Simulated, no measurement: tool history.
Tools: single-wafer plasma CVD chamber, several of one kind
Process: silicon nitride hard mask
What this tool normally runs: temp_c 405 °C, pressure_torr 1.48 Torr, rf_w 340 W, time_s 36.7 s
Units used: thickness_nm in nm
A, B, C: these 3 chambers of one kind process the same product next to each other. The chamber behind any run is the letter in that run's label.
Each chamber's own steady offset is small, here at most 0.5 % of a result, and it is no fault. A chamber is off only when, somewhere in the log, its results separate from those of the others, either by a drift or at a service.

run	hour	temp_c	pressure_torr	rf_w	time_s	read-back reference wafer on the same gauge, thickness_nm	thickness_nm
1B	3.3	405	1.48	340	36.7	41.894	44.502
2C	5.6	405	1.48	340	36.7	41.889	44.798
3A	9.5	405	1.48	340	36.7	41.900	44.567
4B	12.2	405	1.48	340	36.7	41.892	44.516
5C	14.3	405	1.48	340	36.7	41.891	44.842
6A	17.7	405	1.48	340	36.7	41.871	44.561
7C	22.2	405	1.48	340	36.7	41.869	44.829
8B	24.6	405	1.48	340	36.7	41.874	44.457
9A	27.9	405	1.48	340	36.7	41.873	44.511
10C	30.9	405	1.48	340	36.7	41.874	44.830
11B	34.2	405	1.48	370	41.0	41.862	52.360
12A	38.9	405	1.48	370	41.0	41.861	52.552
13B	42.3	405	1.48	370	41.0	41.856	52.365
14C	46.6	405	1.48	340	36.7	41.854	44.777
15A	50.3	405	1.48	340	36.7	41.835	44.414
16C	54.7	405	1.48	290	36.7	41.834	40.334
17B	57.7	405	1.48	290	36.7	41.829	40.076
18A	61.8	405	1.48	290	36.7	41.833	39.884
19C	65.3	405	1.48	340	36.7	41.819	44.812
20A	67.8	405	1.48	340	36.7	41.816	44.522
21B	70.8	405	1.48	340	36.7	41.818	44.310
22B	74.2	405	1.48	340	36.7	41.817	44.438
23A	78.6	405	1.48	340	36.7	41.802	44.509
24C	81.9	417	1.48	340	36.7	41.804	44.529
25A	84.0	417	1.48	340	36.7	41.799	44.231
26C	87.1	417	1.48	340	36.7	41.786	44.583
27B	90.6	405	1.48	340	36.7	41.792	44.345
28B	95.4	405	1.48	340	36.7	41.793	44.386
29A	97.5	405	1.48	340	36.7	41.784	44.432
30C	99.9	401	1.48	340	40.3	41.789	49.224
31B	103.4	401	1.48	340	40.3	41.771	48.755
32C	106.7	401	1.48	340	40.3	41.776	49.200
33A	111.5	405	1.48	340	36.7	41.775	44.526
34B	116.3	405	1.48	340	36.7	41.753	44.360
35A	119.5	405	1.48	340	36.7	41.774	44.433
36C	124.3	405	1.48	340	36.7	41.756	44.763
37C	127.0	405	1.48	285	36.7	41.748	39.790
38B	129.7	405	1.48	285	36.7	41.746	39.596
39A	132.2	405	1.48	285	36.7	41.752	39.383
40B	134.7	405	1.48	340	36.7	41.735	44.325
41C	137.8	405	1.48	340	36.7	41.729	44.780
42A	140.1	405	1.48	340	36.7	41.729	44.324
43B	142.8	405	1.48	340	36.7	41.723	44.287

For the next run the whole fleet of 3 chambers uses the same settings. Give each chamber's results:
44A	146.3	405	1.48	285	36.7		?
44B	146.3	405	1.48	285	36.7		?
44C	146.3	405	1.48	285	36.7		?

run	thickness_nm
44A	39.410
44B	39.477
44C	39.719
